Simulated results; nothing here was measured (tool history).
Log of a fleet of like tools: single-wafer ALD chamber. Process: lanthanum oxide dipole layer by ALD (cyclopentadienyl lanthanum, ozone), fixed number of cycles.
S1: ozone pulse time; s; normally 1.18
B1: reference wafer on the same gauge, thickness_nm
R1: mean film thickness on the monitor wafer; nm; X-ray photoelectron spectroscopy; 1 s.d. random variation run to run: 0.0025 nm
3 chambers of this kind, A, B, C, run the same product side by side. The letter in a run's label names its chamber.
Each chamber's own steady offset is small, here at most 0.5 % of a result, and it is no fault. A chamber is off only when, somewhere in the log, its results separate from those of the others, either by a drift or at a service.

run,hour,S1,B1,R1
1C,2.8,1.18,0.47554,0.52405
2A,4.9,1.18,0.47598,0.52432
3B,9.6,1.18,0.47562,0.52496
4A,14.1,1.18,0.47624,0.52482
5B,16.3,1.18,0.47621,0.51946
6C,21,1.18,0.47561,0.52083
7A,24.8,0.89,0.47599,0.48033
8B,29,0.89,0.47598,0.47775
9C,31.2,0.89,0.47644,0.48094
10B,34.8,1.18,0.47674,0.52327
11C,39.3,1.18,0.47575,0.52017
12A,41.7,1.18,0.47627,0.51878
13A,44.2,1.18,0.47604,0.51792
14B,48.5,1.18,0.47605,0.51792
15C,51.2,1.18,0.47553,0.52492
16C,55,1.18,0.47564,0.52505
17A,58.6,1.18,0.47581,0.5258
18B,61.5,1.18,0.47655,0.5224
19C,64.3,0.91,0.47671,0.48861
20A,67.9,0.91,0.47553,0.48392
21B,69.9,0.91,0.47597,0.48115
22C,73.7,0.75,0.47577,0.45153
23B,77.4,0.75,0.47634,0.4483
24A,82,0.75,0.47618,0.4466
25A,85.4,1.18,0.47528,0.51755

Next, all 3 chambers run the settings below, one line each with question marks for the results. What does each chamber give?
26A,88.8,0.99,,?
26B,88.8,0.99,,?
26C,88.8,0.99,,?

run,R1
26A,0.49709
26B,0.49974
26C,0.49578
